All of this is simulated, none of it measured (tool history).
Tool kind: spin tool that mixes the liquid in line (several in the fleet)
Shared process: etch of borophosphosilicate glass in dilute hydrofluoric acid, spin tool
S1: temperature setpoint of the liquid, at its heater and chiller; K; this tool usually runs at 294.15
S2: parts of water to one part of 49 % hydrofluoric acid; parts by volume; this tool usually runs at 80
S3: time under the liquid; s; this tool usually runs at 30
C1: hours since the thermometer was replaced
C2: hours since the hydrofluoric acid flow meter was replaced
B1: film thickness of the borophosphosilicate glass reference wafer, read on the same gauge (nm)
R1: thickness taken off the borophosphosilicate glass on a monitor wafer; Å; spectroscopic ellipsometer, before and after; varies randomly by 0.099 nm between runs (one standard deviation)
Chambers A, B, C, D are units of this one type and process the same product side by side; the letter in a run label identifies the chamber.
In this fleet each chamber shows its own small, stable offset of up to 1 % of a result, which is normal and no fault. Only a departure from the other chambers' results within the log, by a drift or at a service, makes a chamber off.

run,hour,S1,S2,S3,C1,C2,B1,R1
1C,9.8,294.15,80,30,796,1346.7,110.01,123.1
2B,19.5,294.15,80,30,728.1,619.8,109.98,125.5
3A,26.2,294.15,80,30,123.6,617.8,110.03,123.34
4D,38.7,294.15,80,30,2364,2034.6,109.97,122.51
5A,47.5,294.15,80,30,144.9,639.1,109.99,122.38
6B,59.6,294.15,80,30,768.2,659.9,110.01,126.25
# hour 61.8: chamber C: thermometer replaced
7D,72.8,294.15,80,30,2398.1,2068.7,110,123.44
8C,81.4,294.15,80,30,19.6,1418.3,110,126.53
9B,94.6,294.15,110,45,803.2,694.9,110.02,132.42
10A,103.1,294.15,110,45,200.5,694.7,109.99,129.79
11D,111,294.15,110,45,2436.3,2106.9,109.97,129.66
12C,118.9,294.15,110,45,57.1,1455.8,110,130
# hour 122.9: chamber D: thermometer replaced
13A,131.5,294.15,80,30,228.9,723.1,109.99,123.72
14B,143.7,294.15,80,30,852.3,744,109.97,127.07
15D,150.7,294.15,80,30,27.9,2146.6,109.98,126.46
16C,160.9,294.15,55,45,99.1,1497.8,110.03,284.16
17A,167.4,294.15,55,45,264.8,759,110,272.02
18B,177.6,294.15,55,45,886.2,777.9,109.98,278.43
19D,189.6,294.15,55,45,66.8,2185.5,110.01,279.93
20C,201.9,294.15,65,30,140.1,1538.8,110.02,156.32
21B,212.6,294.15,65,30,921.2,812.9,110.01,156.33
22C,219.7,294.15,65,30,157.9,1556.6,110.02,158.75
23D,229.2,294.15,65,30,106.4,2225.1,110.02,156.55
24A,241,294.15,80,30,338.4,832.6,109.99,120.92
25C,252,294.15,80,30,190.2,1588.9,109.99,125.15
26B,263.7,294.15,80,30,972.3,864,110,125.34
27A,271.7,294.15,80,30,369.1,863.3,110.02,119.8
28D,282.8,290.15,105,30,160,2278.7,109.99,78.533
29A,295.9,290.15,105,30,393.3,887.5,109.99,74.728
30C,303.1,290.15,105,30,241.3,1640,110.01,79.296
31D,315.8,290.15,105,30,193,2311.7,109.97,78.079
32B,322.1,294.15,80,30,1030.7,922.4,110.02,124.98
33A,331.3,295.65,55,30,428.7,922.9,110,188.02
34C,342.3,295.65,55,30,280.5,1679.2,109.97,198.29
35B,350.4,295.65,55,30,1059,950.7,110.01,195.69
36D,359.3,295.65,55,30,236.5,2355.2,109.99,196.65
37D,368.9,294.15,80,30,246.1,2364.8,110.04,124.12
38B,379.6,294.15,80,30,1088.2,979.9,110.03,125.66
39C,387.1,294.15,80,30,325.3,1724,110,123.89
40A,394.4,294.15,80,30,491.8,986,109.96,117.33
41C,404.9,294.15,80,30,343.1,1741.8,110.02,124.64
42B,417.3,294.15,80,30,1125.9,1017.6,110.02,123.41

Is one chamber off against the others, does the gauge drift, or is nothing wrong? If a chamber is off, say which, and what the likeliest cause is.

It is chamber A that slowly wanders off from its peers.
Most likely cause: hydrofluoric acid flow below the setpoint (%) = 5.42.
The log may not tell that from: liquid colder than its thermometer reads (K).

Here are 4 candidates for chamber A's next run, each the usual settings with a change, their results left as question marks. Which one brings its results back in line with what the others give on the usual settings?
Maximum distance from the other chambers' mean on the usual settings for a result to count as in line: R1 3.5 Å
43A-1,426.8,293.65,80,30,,,,?
43A-2,426.8,294.15,85,30,,,,?
43A-3,426.8,294.65,80,30,,,,?
43A-4,426.8,294.15,75,30,,,,?

On the usual settings, the other chambers give on average: R1 124.44 Å
run,R1
43A-1,113.35
43A-2,108.34
43A-3,118.11
43A-4,124.06
43A-4 brings the chamber back in line.

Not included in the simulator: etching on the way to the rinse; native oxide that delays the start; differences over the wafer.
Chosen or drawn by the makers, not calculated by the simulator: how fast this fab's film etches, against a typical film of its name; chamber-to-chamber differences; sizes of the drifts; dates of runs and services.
